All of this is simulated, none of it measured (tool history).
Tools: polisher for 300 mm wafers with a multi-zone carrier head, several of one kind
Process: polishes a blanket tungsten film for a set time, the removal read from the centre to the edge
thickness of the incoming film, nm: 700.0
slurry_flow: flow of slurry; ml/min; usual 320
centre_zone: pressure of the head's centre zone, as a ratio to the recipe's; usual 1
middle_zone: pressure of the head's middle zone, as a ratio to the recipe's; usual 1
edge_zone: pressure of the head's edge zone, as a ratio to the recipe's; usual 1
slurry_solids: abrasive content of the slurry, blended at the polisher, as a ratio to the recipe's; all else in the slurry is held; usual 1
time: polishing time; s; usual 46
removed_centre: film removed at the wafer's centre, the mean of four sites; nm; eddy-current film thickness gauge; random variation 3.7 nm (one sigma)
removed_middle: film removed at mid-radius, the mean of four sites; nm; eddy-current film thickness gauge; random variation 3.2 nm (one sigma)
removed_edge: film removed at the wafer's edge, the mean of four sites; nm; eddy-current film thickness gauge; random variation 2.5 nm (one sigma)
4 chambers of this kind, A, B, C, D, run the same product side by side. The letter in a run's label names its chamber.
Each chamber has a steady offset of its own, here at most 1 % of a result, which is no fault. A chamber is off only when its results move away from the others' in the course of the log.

{"run": "1C", "hour": 4.8, "slurry_flow": 320, "centre_zone": 1, "middle_zone": 1, "edge_zone": 1, "slurry_solids": 1, "time": 46, "removed_centre": 269.27, "removed_middle": 270.45, "removed_edge": 275.8}
{"run": "2B", "hour": 11.2, "slurry_flow": 320, "centre_zone": 1, "middle_zone": 1, "edge_zone": 1, "slurry_solids": 1, "time": 46, "removed_centre": 273.71, "removed_middle": 275.96, "removed_edge": 274.89}
{"hour": 12.4, "done": "chamber B: worn pad replaced by a new one"}
{"run": "3A", "hour": 19.0, "slurry_flow": 320, "centre_zone": 1, "middle_zone": 1, "edge_zone": 1, "slurry_solids": 1, "time": 46, "removed_centre": 273.98, "removed_middle": 275.96, "removed_edge": 275.21}
{"run": "4D", "hour": 23.9, "slurry_flow": 320, "centre_zone": 1, "middle_zone": 1, "edge_zone": 1, "slurry_solids": 1, "time": 46, "removed_centre": 277.25, "removed_middle": 273.9, "removed_edge": 274.79}
{"hour": 24.4, "done": "chamber D: worn pad replaced by a new one"}
{"run": "5B", "hour": 28.9, "slurry_flow": 320, "centre_zone": 1, "middle_zone": 1, "edge_zone": 1, "slurry_solids": 1, "time": 46, "removed_centre": 275.53, "removed_middle": 280.63, "removed_edge": 274.62}
{"run": "6D", "hour": 35.8, "slurry_flow": 320, "centre_zone": 1, "middle_zone": 1, "edge_zone": 1, "slurry_solids": 1, "time": 46, "removed_centre": 275.91, "removed_middle": 273.31, "removed_edge": 272.94}
{"hour": 38.6, "done": "chamber C: edge zone pressure recalibrated"}
{"run": "7C", "hour": 41.5, "slurry_flow": 320, "centre_zone": 1, "middle_zone": 1, "edge_zone": 1, "slurry_solids": 1, "time": 46, "removed_centre": 267.29, "removed_middle": 273.22, "removed_edge": 277.55}
{"run": "8A", "hour": 49.9, "slurry_flow": 320, "centre_zone": 1.1, "middle_zone": 1, "edge_zone": 1, "slurry_solids": 1, "time": 46, "removed_centre": 299.98, "removed_middle": 281.1, "removed_edge": 279.87}
{"hour": 56.7, "done": "chamber C: worn pad replaced by a new one"}
{"run": "9B", "hour": 57.7, "slurry_flow": 320, "centre_zone": 1.1, "middle_zone": 1, "edge_zone": 1, "slurry_solids": 1, "time": 46, "removed_centre": 309.64, "removed_middle": 273.09, "removed_edge": 277.25}
{"hour": 62.8, "done": "chamber A: worn pad replaced by a new one"}
{"run": "10C", "hour": 65.8, "slurry_flow": 320, "centre_zone": 1.1, "middle_zone": 1, "edge_zone": 1, "slurry_solids": 1, "time": 46, "removed_centre": 306.96, "removed_middle": 278.55, "removed_edge": 270.08}
{"run": "11D", "hour": 73.2, "slurry_flow": 320, "centre_zone": 1.1, "middle_zone": 1, "edge_zone": 1, "slurry_solids": 1, "time": 46, "removed_centre": 298.76, "removed_middle": 272.75, "removed_edge": 272.91}
{"run": "12A", "hour": 77.9, "slurry_flow": 320, "centre_zone": 1, "middle_zone": 1, "edge_zone": 1, "slurry_solids": 1, "time": 46, "removed_centre": 274.08, "removed_middle": 275.03, "removed_edge": 273.41}
{"hour": 80.4, "done": "chamber B: worn pad replaced by a new one"}
{"run": "13A", "hour": 86.0, "slurry_flow": 320, "centre_zone": 1.06, "middle_zone": 1, "edge_zone": 1, "slurry_solids": 1, "time": 54, "removed_centre": 350.77, "removed_middle": 328.72, "removed_edge": 322.4}
{"run": "14D", "hour": 95.8, "slurry_flow": 320, "centre_zone": 1.06, "middle_zone": 1, "edge_zone": 1, "slurry_solids": 1, "time": 54, "removed_centre": 334.99, "removed_middle": 322.79, "removed_edge": 323.44}
{"run": "15B", "hour": 103.1, "slurry_flow": 320, "centre_zone": 1.06, "middle_zone": 1, "edge_zone": 1, "slurry_solids": 1, "time": 54, "removed_centre": 339.72, "removed_middle": 321.53, "removed_edge": 318.2}
{"hour": 107.9, "done": "chamber D: worn pad replaced by a new one"}
{"run": "16C", "hour": 112.7, "slurry_flow": 320, "centre_zone": 1.06, "middle_zone": 1, "edge_zone": 1, "slurry_solids": 1, "time": 54, "removed_centre": 344.45, "removed_middle": 322.91, "removed_edge": 327.72}
{"hour": 118.8, "done": "chamber A: edge zone pressure recalibrated"}
{"run": "17B", "hour": 122.5, "slurry_flow": 320, "centre_zone": 1, "middle_zone": 1, "edge_zone": 1, "slurry_solids": 1, "time": 46, "removed_centre": 273.51, "removed_middle": 270.71, "removed_edge": 274.72}
{"hour": 128.9, "done": "chamber A: worn pad replaced by a new one"}
{"run": "18A", "hour": 130.4, "slurry_flow": 320, "centre_zone": 1, "middle_zone": 1, "edge_zone": 1, "slurry_solids": 1, "time": 46, "removed_centre": 280.66, "removed_middle": 278, "removed_edge": 274.2}
{"run": "19D", "hour": 135.1, "slurry_flow": 320, "centre_zone": 1, "middle_zone": 1, "edge_zone": 1, "slurry_solids": 1, "time": 46, "removed_centre": 271.95, "removed_middle": 278.94, "removed_edge": 272.07}
{"run": "20C", "hour": 141.5, "slurry_flow": 320, "centre_zone": 1, "middle_zone": 1, "edge_zone": 1, "slurry_solids": 1, "time": 46, "removed_centre": 280.64, "removed_middle": 275.19, "removed_edge": 272.84}
{"run": "21C", "hour": 147.6, "slurry_flow": 320, "centre_zone": 1, "middle_zone": 1, "edge_zone": 1, "slurry_solids": 1, "time": 46, "removed_centre": 269.64, "removed_middle": 274.89, "removed_edge": 274.11}
{"hour": 149.2, "done": "chamber B: worn pad replaced by a new one"}
{"run": "22D", "hour": 154.6, "slurry_flow": 320, "centre_zone": 1, "middle_zone": 1, "edge_zone": 1, "slurry_solids": 1, "time": 46, "removed_centre": 270.82, "removed_middle": 272.83, "removed_edge": 274.66}
{"run": "23B", "hour": 164.3, "slurry_flow": 320, "centre_zone": 1, "middle_zone": 1, "edge_zone": 1, "slurry_solids": 1, "time": 46, "removed_centre": 279.54, "removed_middle": 274.87, "removed_edge": 277.62}
{"run": "24A", "hour": 174.3, "slurry_flow": 320, "centre_zone": 1, "middle_zone": 1, "edge_zone": 1, "slurry_solids": 1, "time": 46, "removed_centre": 270.53, "removed_middle": 281.25, "removed_edge": 272.58}
{"hour": 177.5, "done": "chamber C: worn pad replaced by a new one"}
{"run": "25B", "hour": 182.8, "slurry_flow": 320, "centre_zone": 1, "middle_zone": 1, "edge_zone": 1, "slurry_solids": 1, "time": 46, "removed_centre": 277.92, "removed_middle": 273.57, "removed_edge": 279.1}
{"hour": 188.0, "done": "chamber A: worn pad replaced by a new one"}
{"run": "26D", "hour": 188.2, "slurry_flow": 400, "centre_zone": 1, "middle_zone": 1, "edge_zone": 1.11, "slurry_solids": 1, "time": 46, "removed_centre": 279.1, "removed_middle": 276.48, "removed_edge": 298.75}
{"run": "27C", "hour": 195.4, "slurry_flow": 400, "centre_zone": 1, "middle_zone": 1, "edge_zone": 1.11, "slurry_solids": 1, "time": 46, "removed_centre": 271.46, "removed_middle": 283.56, "removed_edge": 301.95}
{"hour": 201.5, "done": "chamber D: worn pad replaced by a new one"}
{"hour": 203.8, "done": "chamber B: slurry nozzle cleaned"}
{"run": "28A", "hour": 205.2, "slurry_flow": 400, "centre_zone": 1, "middle_zone": 1, "edge_zone": 1.11, "slurry_solids": 1, "time": 46, "removed_centre": 277.82, "removed_middle": 282.94, "removed_edge": 291.42}
{"hour": 207.9, "done": "chamber B: worn pad replaced by a new one"}
{"run": "29C", "hour": 213.8, "slurry_flow": 400, "centre_zone": 1, "middle_zone": 1, "edge_zone": 1.11, "slurry_solids": 1, "time": 46, "removed_centre": 283.73, "removed_middle": 276.38, "removed_edge": 296.17}
{"run": "30B", "hour": 222.1, "slurry_flow": 320, "centre_zone": 1, "middle_zone": 1, "edge_zone": 1, "slurry_solids": 1, "time": 46, "removed_centre": 275.87, "removed_middle": 278.19, "removed_edge": 278.27}
{"run": "31A", "hour": 227.9, "slurry_flow": 320, "centre_zone": 1, "middle_zone": 1, "edge_zone": 1, "slurry_solids": 1, "time": 46, "removed_centre": 272.36, "removed_middle": 281.73, "removed_edge": 272.12}
{"hour": 232.1, "done": "chamber B: centre zone pressure recalibrated"}
{"run": "32D", "hour": 233.3, "slurry_flow": 320, "centre_zone": 1, "middle_zone": 1, "edge_zone": 1, "slurry_solids": 1, "time": 46, "removed_centre": 274.38, "removed_middle": 275.29, "removed_edge": 276.32}
{"run": "33C", "hour": 241.2, "slurry_flow": 320, "centre_zone": 1, "middle_zone": 1, "edge_zone": 1, "slurry_solids": 1, "time": 46, "removed_centre": 278.16, "removed_middle": 270.51, "removed_edge": 277.77}
{"run": "34B", "hour": 249.0, "slurry_flow": 320, "centre_zone": 1, "middle_zone": 1, "edge_zone": 1, "slurry_solids": 1, "time": 46, "removed_centre": 274.49, "removed_middle": 278.49, "removed_edge": 277.61}
{"run": "35D", "hour": 255.3, "slurry_flow": 320, "centre_zone": 1, "middle_zone": 1, "edge_zone": 1, "slurry_solids": 1, "time": 46, "removed_centre": 269.85, "removed_middle": 272.11, "removed_edge": 276.13}
{"hour": 258.5, "done": "chamber A: worn pad replaced by a new one"}
{"run": "36A", "hour": 263.8, "slurry_flow": 320, "centre_zone": 1, "middle_zone": 1, "edge_zone": 1, "slurry_solids": 1, "time": 46, "removed_centre": 273.89, "removed_middle": 275.38, "removed_edge": 271.75}
{"run": "37D", "hour": 270.8, "slurry_flow": 320, "centre_zone": 1, "middle_zone": 1, "edge_zone": 1, "slurry_solids": 1, "time": 46, "removed_centre": 269.04, "removed_middle": 271.55, "removed_edge": 272.31}
{"hour": 274.8, "done": "chamber C: centre zone pressure recalibrated"}
{"hour": 280.7, "done": "chamber B: worn pad replaced by a new one"}
{"run": "38C", "hour": 280.8, "slurry_flow": 320, "centre_zone": 1, "middle_zone": 1, "edge_zone": 1, "slurry_solids": 1, "time": 46, "removed_centre": 274.8, "removed_middle": 279.65, "removed_edge": 275.1}
{"hour": 284.1, "done": "chamber C: worn pad replaced by a new one"}
{"hour": 287.7, "done": "chamber D: worn pad replaced by a new one"}
{"run": "39B", "hour": 289.3, "slurry_flow": 320, "centre_zone": 1, "middle_zone": 1, "edge_zone": 1, "slurry_solids": 1, "time": 46, "removed_centre": 277.81, "removed_middle": 276.39, "removed_edge": 274.99}
{"run": "40A", "hour": 297.9, "slurry_flow": 320, "centre_zone": 1, "middle_zone": 1, "edge_zone": 1, "slurry_solids": 1, "time": 46, "removed_centre": 273.7, "removed_middle": 278.6, "removed_edge": 274.32}
{"run": "41C", "hour": 305.8, "slurry_flow": 320, "centre_zone": 1, "middle_zone": 1, "edge_zone": 1, "slurry_solids": 1, "time": 46, "removed_centre": 272.2, "removed_middle": 273.97, "removed_edge": 272.77}
{"hour": 310.4, "done": "chamber A: slurry nozzle cleaned"}
{"run": "42B", "hour": 310.5, "slurry_flow": 320, "centre_zone": 1, "middle_zone": 1, "edge_zone": 1, "slurry_solids": 1, "time": 46, "removed_centre": 278.64, "removed_middle": 278.18, "removed_edge": 274.49}
{"run": "43D", "hour": 317.2, "slurry_flow": 320, "centre_zone": 1, "middle_zone": 1, "edge_zone": 1, "slurry_solids": 1, "time": 46, "removed_centre": 264.17, "removed_middle": 273.14, "removed_edge": 280.04}
{"hour": 323.1, "done": "chamber A: worn pad replaced by a new one"}
{"run": "44A", "hour": 323.4, "slurry_flow": 320, "centre_zone": 1, "middle_zone": 1, "edge_zone": 1, "slurry_solids": 1, "time": 46, "removed_centre": 272.97, "removed_middle": 268.93, "removed_edge": 273.36}

What goes on in this fleet: one chamber off, a drifting gauge, or nothing beyond the chambers' own small offsets? Name the chamber and the cause, if any.

No chamber stands off beyond its own small offset, and the gauge holds steady.
